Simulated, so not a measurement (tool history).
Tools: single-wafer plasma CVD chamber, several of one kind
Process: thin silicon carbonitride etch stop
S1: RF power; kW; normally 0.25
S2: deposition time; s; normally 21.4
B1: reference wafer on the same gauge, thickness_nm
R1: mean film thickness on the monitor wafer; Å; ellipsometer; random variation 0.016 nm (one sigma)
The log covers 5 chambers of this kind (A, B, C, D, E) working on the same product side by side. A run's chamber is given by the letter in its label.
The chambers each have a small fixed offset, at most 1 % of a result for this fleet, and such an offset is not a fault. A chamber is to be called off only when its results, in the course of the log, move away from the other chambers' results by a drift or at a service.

run	hour	S1	S2	B1	R1
1C	10.2	0.25	21.4	11.804	130.39
2B	16.9	0.25	21.4	11.802	129.46
3A	29.4	0.25	21.4	11.803	130.66
4D	42.5	0.25	21.4	11.806	131.42
5E	49.7	0.25	21.4	11.809	131.03
6D	61.8	0.25	21.4	11.812	131.7
7E	70.3	0.25	21.4	11.815	130.67
8B	81.9	0.25	21.4	11.812	129.7
9C	88	0.25	21.4	11.816	130.48
10A	99.8	0.25	21.4	11.814	130.65
11D	108.2	0.25	23.2	11.813	142.66
# hour 112.6: chamber C: RF generator calibrated
12C	115	0.25	23.2	11.818	141.81
13B	121.9	0.25	23.2	11.82	140.72
14E	131.3	0.25	23.2	11.818	141.87
# hour 137.1: chamber A: RF generator calibrated
15A	137.2	0.25	23.2	11.824	142.11
16A	145.4	0.25	21.4	11.822	131.17
17E	154.1	0.25	21.4	11.822	130.92
18D	162.8	0.25	21.4	11.826	131.72
19B	175.8	0.25	21.4	11.829	129.83
20C	183	0.25	21.4	11.834	130.61
21C	191.8	0.25	21.4	11.831	130.65
22E	201.4	0.25	21.4	11.835	130.97
23B	209.5	0.25	21.4	11.834	129.93
24D	218.4	0.25	21.4	11.835	131.94
25A	228.5	0.25	21.4	11.841	130.99
26C	239.7	0.25	21.4	11.842	131.24
27D	246.2	0.25	21.4	11.836	132.03
# hour 247.2: chamber E: RF generator calibrated
28A	255.1	0.25	19.1	11.842	117.15
29B	267.2	0.25	19.1	11.84	116.18
30E	279	0.25	19.1	11.845	117.19
31D	291.2	0.25	19.1	11.849	117.87
32B	300.6	0.25	19.1	11.845	115.84
33A	307.1	0.25	21.4	11.852	131.37
34C	315	0.25	21.4	11.848	130.81
35E	320.8	0.25	21.4	11.852	131.28
36D	330.2	0.25	21.4	11.852	132.11
37A	339.4	0.25	21.4	11.855	131.41
38E	346.7	0.215	18.5	11.857	108.68
39B	357.9	0.215	18.5	11.857	107.43
40C	363.7	0.215	18.5	11.861	108.46

Predict what each chamber gives when all 5 of them run the settings below next.
41A	373.1	0.25	21.4		?
41B	373.1	0.25	21.4		?
41C	373.1	0.25	21.4		?
41D	373.1	0.25	21.4		?
41E	373.1	0.25	21.4		?

run	R1
41A	131.34
41B	129.73
41C	131.16
41D	132.04
41E	131.57

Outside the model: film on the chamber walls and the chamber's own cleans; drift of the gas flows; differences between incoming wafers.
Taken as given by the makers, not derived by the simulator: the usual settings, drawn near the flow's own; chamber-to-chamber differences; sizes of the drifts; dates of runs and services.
